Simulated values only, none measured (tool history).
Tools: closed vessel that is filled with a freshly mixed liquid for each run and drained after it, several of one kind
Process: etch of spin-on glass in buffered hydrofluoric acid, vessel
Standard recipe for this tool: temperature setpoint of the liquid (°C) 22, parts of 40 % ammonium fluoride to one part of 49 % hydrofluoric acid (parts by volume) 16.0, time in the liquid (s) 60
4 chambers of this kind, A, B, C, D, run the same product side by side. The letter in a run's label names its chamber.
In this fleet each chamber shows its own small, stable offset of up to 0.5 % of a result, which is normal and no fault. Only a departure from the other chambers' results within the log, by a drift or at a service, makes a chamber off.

run	day	temperature setpoint of the liquid (°C)	parts of 40 % ammonium fluoride to one part of 49 % hydrofluoric acid (parts by volume)	time in the liquid (s)	read-back film thickness of the spin-on glass reference wafer, read on the same gauge (nm)	thickness taken off the spin-on glass on a monitor wafer (Å)
1D	0.146	22	16.0	60	80.042	1194.30
2B	0.246	22	16.0	60	79.984	1219.40
3A	0.467	22	16.0	60	80.020	1216.30
4C	0.658	22	16.0	60	79.988	1195.00
5B	0.846	25	16.0	80	80.001	1896.40
6D	0.958	25	16.0	80	80.004	1880.20
7A	1.142	25	16.0	80	80.044	1889.20
8C	1.342	25	16.0	80	79.994	1838.70
9A	1.442	22	16.0	60	80.014	1197.00
10C	1.571	22	16.0	60	80.032	1201.10
11B	1.804	22	16.0	60	80.046	1182.30
12D	2.012	22	16.0	60	79.970	1179.30
13C	2.129	22	19.5	60	79.997	975.95
14A	2.329	22	19.5	60	80.045	971.72
15D	2.517	22	19.5	60	79.958	937.38
16B	2.725	22	19.5	60	79.983	986.50
17A	2.900	22	22.0	45	79.987	671.54
# day 3.108: chamber A: hydrofluoric acid flow meter replaced
18D	3.133	22	22.0	45	79.968	639.53
19C	3.271	22	22.0	45	80.019	683.59
20B	3.417	22	22.0	45	79.998	674.74
21D	3.621	22	16.0	60	79.999	1111.40
22C	3.775	22	16.0	60	79.945	1194.50
23A	3.896	22	16.0	60	80.004	1198.40
24B	4.021	22	16.0	60	79.952	1197.00
25A	4.142	22	16.0	60	80.011	1187.20
26D	4.333	22	16.0	60	80.030	1104.50
27C	4.483	22	16.0	60	80.030	1187.60
28B	4.696	22	16.0	60	79.993	1191.50
29A	4.921	22	16.0	60	79.973	1193.40

Is one chamber out of step, is the gauge drifting, or do the chambers differ by no more than their own small offsets? For an off chamber, give its letter and the likeliest cause.

It is chamber D that slowly wanders off from its peers.
Likeliest cause: hydrofluoric acid flow below the setpoint (%) = 10.2.
The log may not tell that from: liquid colder than its thermometer reads (K).

Here are 4 candidates for chamber D's next run, each the usual settings with a change, their results left as question marks. Which one brings its results back in line with what the others give on the usual settings?
Counts as in line when no further than this from what the other chambers average on the usual settings: thickness taken off the spin-on glass on a monitor wafer (Å) 30.00
30D-1	5.088	22	16.5	55		?
30D-2	5.088	22	15.5	65		?
30D-3	5.088	22	13.0	60		?
30D-4	5.088	21	18.5	60		?

Mean of the other chambers on the usual settings: thickness taken off the spin-on glass on a monitor wafer (Å) 1197.30
run	thickness taken off the spin-on glass on a monitor wafer (Å)
30D-1	958.19
30D-2	1205.50
30D-3	1326.90
30D-4	890.52
30D-2 brings the chamber back in line.
